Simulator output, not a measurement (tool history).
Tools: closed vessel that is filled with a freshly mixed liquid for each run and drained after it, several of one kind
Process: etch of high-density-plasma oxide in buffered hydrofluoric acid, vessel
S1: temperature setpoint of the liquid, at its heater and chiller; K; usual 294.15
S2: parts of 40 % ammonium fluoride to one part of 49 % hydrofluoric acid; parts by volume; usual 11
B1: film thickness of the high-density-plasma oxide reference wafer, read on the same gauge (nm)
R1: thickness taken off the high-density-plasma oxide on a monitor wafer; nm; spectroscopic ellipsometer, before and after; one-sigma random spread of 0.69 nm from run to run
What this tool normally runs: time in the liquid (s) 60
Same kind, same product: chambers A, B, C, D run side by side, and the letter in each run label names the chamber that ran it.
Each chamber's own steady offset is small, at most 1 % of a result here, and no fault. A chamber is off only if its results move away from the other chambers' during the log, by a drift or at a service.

run 1D hour=6.3 | S1=294.15 S2=11 time_in_the_liquid_(s)=60 | B1=30.001 | R1=78.525
run 2B hour=13.7 | S1=294.15 S2=11 time_in_the_liquid_(s)=60 | B1=29.996 | R1=77.434
run 3C hour=18.1 | S1=294.15 S2=11 time_in_the_liquid_(s)=60 | B1=29.991 | R1=78.802
run 4A hour=23.5 | S1=294.15 S2=11 time_in_the_liquid_(s)=60 | B1=30.005 | R1=79.83
run 5A hour=28.2 | S1=294.15 S2=11 time_in_the_liquid_(s)=60 | B1=30.016 | R1=79.466
run 6C hour=32.9 | S1=294.15 S2=11 time_in_the_liquid_(s)=60 | B1=30.012 | R1=77.195
run 7B hour=37.5 | S1=292.65 S2=11 time_in_the_liquid_(s)=30 | B1=29.982 | R1=36.235
run 8D hour=43.9 | S1=292.65 S2=11 time_in_the_liquid_(s)=30 | B1=29.992 | R1=36.552
run 9B hour=47.7 | S1=292.65 S2=11 time_in_the_liquid_(s)=30 | B1=29.998 | R1=36.658
run 10C hour=55 | S1=292.65 S2=11 time_in_the_liquid_(s)=30 | B1=30.009 | R1=35.646
run 11D hour=59.7 | S1=290.65 S2=15 time_in_the_liquid_(s)=60 | B1=29.974 | R1=47.75
run 12A hour=65 | S1=290.65 S2=15 time_in_the_liquid_(s)=60 | B1=30.005 | R1=49.748
run 13B hour=70.5 | S1=290.65 S2=15 time_in_the_liquid_(s)=60 | B1=29.997 | R1=47.597
run 14A hour=77.5 | S1=290.65 S2=15 time_in_the_liquid_(s)=60 | B1=30.007 | R1=48.988
run 15C hour=84.2 | S1=294.15 S2=11 time_in_the_liquid_(s)=60 | B1=30.001 | R1=79.348
-- hour=87.8 chamber D: thermometer replaced
run 16D hour=88 | S1=294.15 S2=11 time_in_the_liquid_(s)=60 | B1=29.997 | R1=78.867
run 17D hour=95 | S1=294.15 S2=11 time_in_the_liquid_(s)=60 | B1=30.04 | R1=77.99
run 18A hour=100.1 | S1=294.15 S2=11 time_in_the_liquid_(s)=60 | B1=29.976 | R1=82.921
-- hour=102.6 chamber D: hydrofluoric acid flow meter replaced
run 19B hour=105.1 | S1=294.15 S2=11 time_in_the_liquid_(s)=60 | B1=29.998 | R1=77.329
run 20C hour=111.9 | S1=294.15 S2=11 time_in_the_liquid_(s)=60 | B1=30.01 | R1=78.994
run 21D hour=115.6 | S1=290.15 S2=11 time_in_the_liquid_(s)=85 | B1=30.004 | R1=89.784
run 22B hour=120.1 | S1=290.15 S2=11 time_in_the_liquid_(s)=85 | B1=30.003 | R1=89.674
run 23A hour=125.2 | S1=290.15 S2=11 time_in_the_liquid_(s)=85 | B1=30.001 | R1=95.582
run 24C hour=132.9 | S1=290.15 S2=11 time_in_the_liquid_(s)=85 | B1=29.997 | R1=89.202

Is one chamber off against the others, does the gauge drift, or is nothing wrong? If a chamber is off, say which, and what the likeliest cause is.

One chamber, A, drifts off from the rest bit by bit.
What lies behind it: hydrofluoric acid flow above the setpoint (%) = 9.06.
The log might look much the same if the cause were instead: liquid hotter than its thermometer reads (K).

Chamber A could run next with any of the 4 candidate recipes listed below; each alters the usual settings, and their results appear as question marks. Which one brings its results back in line with what the other chambers deliver on the usual settings?
In line means no further than this from the other chambers' mean on the usual settings: R1 2.4 nm
run 25A-1 hour=138.5 | S1=294.15 S2=11 time_in_the_liquid_(s)=55 | R1=?
run 25A-2 hour=138.5 | S1=295.65 S2=11 time_in_the_liquid_(s)=60 | R1=?
run 25A-3 hour=138.5 | S1=294.15 S2=11.5 time_in_the_liquid_(s)=60 | R1=?
run 25A-4 hour=138.5 | S1=294.15 S2=10.5 time_in_the_liquid_(s)=60 | R1=?

Usual-settings mean across the other chambers: R1 78.743 nm
run=25A-1 R1=79.587
run=25A-2 R1=94.436
run=25A-3 R1=83.194
run=25A-4 R1=89.626
The right change is 25A-1: it brings the chamber back within the allowed miss of the others.
